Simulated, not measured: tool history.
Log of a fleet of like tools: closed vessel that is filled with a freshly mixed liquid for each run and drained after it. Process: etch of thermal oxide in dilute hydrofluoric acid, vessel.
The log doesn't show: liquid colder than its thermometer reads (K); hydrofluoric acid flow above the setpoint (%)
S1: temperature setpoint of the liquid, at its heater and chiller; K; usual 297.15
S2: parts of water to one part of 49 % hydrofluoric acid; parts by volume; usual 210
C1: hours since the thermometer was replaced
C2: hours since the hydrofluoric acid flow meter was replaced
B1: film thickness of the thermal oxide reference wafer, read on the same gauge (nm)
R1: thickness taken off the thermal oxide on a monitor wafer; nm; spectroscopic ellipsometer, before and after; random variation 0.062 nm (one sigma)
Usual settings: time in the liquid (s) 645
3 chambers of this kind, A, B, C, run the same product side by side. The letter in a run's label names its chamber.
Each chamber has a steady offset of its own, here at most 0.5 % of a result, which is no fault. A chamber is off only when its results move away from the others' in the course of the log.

{"run": "1B", "hour": 15.8, "S1": 297.15, "S2": 210, "time in the liquid (s)": 645, "C1": 933.0, "C2": 1123.3, "B1": 70.005, "R1": 12.644}
{"run": "2A", "hour": 28.9, "S1": 297.15, "S2": 210, "time in the liquid (s)": 645, "C1": 246.3, "C2": 584.2, "B1": 69.989, "R1": 12.827}
{"run": "3C", "hour": 41.7, "S1": 297.15, "S2": 210, "time in the liquid (s)": 645, "C1": 208.2, "C2": 886.8, "B1": 70.022, "R1": 12.703}
{"run": "4B", "hour": 53.8, "S1": 297.15, "S2": 210, "time in the liquid (s)": 645, "C1": 971.0, "C2": 1161.3, "B1": 69.99, "R1": 12.775}
{"run": "5C", "hour": 63.9, "S1": 297.15, "S2": 210, "time in the liquid (s)": 645, "C1": 230.4, "C2": 909.0, "B1": 70.003, "R1": 12.767}
{"run": "6A", "hour": 74.1, "S1": 297.15, "S2": 210, "time in the liquid (s)": 645, "C1": 291.5, "C2": 629.4, "B1": 70.002, "R1": 12.761}
{"run": "7B", "hour": 82.1, "S1": 297.15, "S2": 210, "time in the liquid (s)": 1000, "C1": 999.3, "C2": 1189.6, "B1": 69.983, "R1": 19.78}
{"run": "8C", "hour": 93.3, "S1": 297.15, "S2": 210, "time in the liquid (s)": 1000, "C1": 259.8, "C2": 938.4, "B1": 70.01, "R1": 19.981}
{"run": "9A", "hour": 104.4, "S1": 297.15, "S2": 210, "time in the liquid (s)": 1000, "C1": 321.8, "C2": 659.7, "B1": 69.994, "R1": 19.773}
{"run": "10C", "hour": 119.7, "S1": 297.15, "S2": 210, "time in the liquid (s)": 645, "C1": 286.2, "C2": 964.8, "B1": 69.982, "R1": 12.809}
{"run": "11A", "hour": 128.8, "S1": 297.15, "S2": 210, "time in the liquid (s)": 645, "C1": 346.2, "C2": 684.1, "B1": 70.002, "R1": 12.79}
{"run": "12B", "hour": 143.4, "S1": 297.15, "S2": 210, "time in the liquid (s)": 645, "C1": 1060.6, "C2": 1250.9, "B1": 69.986, "R1": 12.852}
{"run": "13C", "hour": 158.2, "S1": 297.15, "S2": 210, "time in the liquid (s)": 645, "C1": 324.7, "C2": 1003.3, "B1": 70.001, "R1": 12.834}
{"run": "14A", "hour": 173.1, "S1": 297.15, "S2": 210, "time in the liquid (s)": 645, "C1": 390.5, "C2": 728.4, "B1": 69.994, "R1": 12.914}
{"run": "15B", "hour": 185.0, "S1": 297.15, "S2": 210, "time in the liquid (s)": 645, "C1": 1102.2, "C2": 1292.5, "B1": 70.023, "R1": 12.677}
{"run": "16B", "hour": 200.1, "S1": 297.15, "S2": 210, "time in the liquid (s)": 645, "C1": 1117.3, "C2": 1307.6, "B1": 70.004, "R1": 12.84}
{"run": "17C", "hour": 210.5, "S1": 297.15, "S2": 210, "time in the liquid (s)": 645, "C1": 377.0, "C2": 1055.6, "B1": 70.007, "R1": 12.719}
{"run": "18A", "hour": 218.1, "S1": 297.15, "S2": 210, "time in the liquid (s)": 645, "C1": 435.5, "C2": 773.4, "B1": 69.997, "R1": 12.968}
{"run": "19A", "hour": 233.4, "S1": 297.15, "S2": 245, "time in the liquid (s)": 645, "C1": 450.8, "C2": 788.7, "B1": 70.018, "R1": 10.737}
{"run": "20C", "hour": 247.1, "S1": 297.15, "S2": 245, "time in the liquid (s)": 645, "C1": 413.6, "C2": 1092.2, "B1": 70.005, "R1": 10.552}
{"run": "21B", "hour": 254.8, "S1": 297.15, "S2": 245, "time in the liquid (s)": 645, "C1": 1172.0, "C2": 1362.3, "B1": 69.977, "R1": 10.577}
{"run": "22A", "hour": 263.3, "S1": 294.65, "S2": 210, "time in the liquid (s)": 950, "C1": 480.7, "C2": 818.6, "B1": 69.984, "R1": 17.496}
{"run": "23C", "hour": 278.5, "S1": 294.65, "S2": 210, "time in the liquid (s)": 950, "C1": 445.0, "C2": 1123.6, "B1": 69.998, "R1": 17.066}
{"run": "24B", "hour": 289.5, "S1": 294.65, "S2": 210, "time in the liquid (s)": 950, "C1": 1206.7, "C2": 1397.0, "B1": 69.992, "R1": 17.323}
{"run": "25C", "hour": 297.5, "S1": 297.15, "S2": 210, "time in the liquid (s)": 645, "C1": 464.0, "C2": 1142.6, "B1": 69.987, "R1": 12.804}
{"run": "26A", "hour": 306.8, "S1": 297.15, "S2": 210, "time in the liquid (s)": 645, "C1": 524.2, "C2": 862.1, "B1": 70.0, "R1": 13.113}
{"run": "27B", "hour": 318.1, "S1": 301.65, "S2": 210, "time in the liquid (s)": 315, "C1": 1235.3, "C2": 1425.6, "B1": 70.007, "R1": 7.3059}
{"hour": 318.6, "done": "chamber C: hydrofluoric acid flow meter replaced"}
{"run": "28A", "hour": 333.4, "S1": 301.65, "S2": 210, "time in the liquid (s)": 315, "C1": 550.8, "C2": 888.7, "B1": 69.992, "R1": 7.6339}
{"run": "29C", "hour": 343.4, "S1": 301.65, "S2": 210, "time in the liquid (s)": 315, "C1": 509.9, "C2": 24.8, "B1": 70.002, "R1": 7.3088}
{"run": "30B", "hour": 358.9, "S1": 297.15, "S2": 210, "time in the liquid (s)": 645, "C1": 1276.1, "C2": 1466.4, "B1": 70.009, "R1": 12.775}
{"run": "31C", "hour": 366.1, "S1": 297.15, "S2": 210, "time in the liquid (s)": 645, "C1": 532.6, "C2": 47.5, "B1": 69.989, "R1": 12.76}

What goes on in this fleet: one chamber off, a drifting gauge, or nothing beyond the chambers' own small offsets? Name the chamber and the cause, if any.

Chamber A drifts away from the others.
Cause: hydrofluoric acid flow above the setpoint (%) = 3.72.
The log may not tell that from: liquid hotter than its thermometer reads (K).

Here are 4 candidates for chamber A's next run, each the usual settings with a change, their results left as question marks. Which one brings its results back in line with what the others give on the usual settings?
In line means no further than this from the other chambers' mean on the usual settings: R1 0.2200 nm
{"run": "32A-1", "hour": 377.4, "S1": 297.15, "S2": 205, "time in the liquid (s)": 655, "R1": "?"}
{"run": "32A-2", "hour": 377.4, "S1": 294.65, "S2": 210, "time in the liquid (s)": 645, "R1": "?"}
{"run": "32A-3", "hour": 377.4, "S1": 297.15, "S2": 195, "time in the liquid (s)": 645, "R1": "?"}
{"run": "32A-4", "hour": 377.4, "S1": 297.15, "S2": 215, "time in the liquid (s)": 635, "R1": "?"}

The other chambers' mean on the usual settings: R1 12.7660 nm
run=32A-1 R1=13.9390
run=32A-2 R1=12.1360
run=32A-3 R1=14.5680
run=32A-4 R1=12.7640
32A-4 brings the chamber back in line.

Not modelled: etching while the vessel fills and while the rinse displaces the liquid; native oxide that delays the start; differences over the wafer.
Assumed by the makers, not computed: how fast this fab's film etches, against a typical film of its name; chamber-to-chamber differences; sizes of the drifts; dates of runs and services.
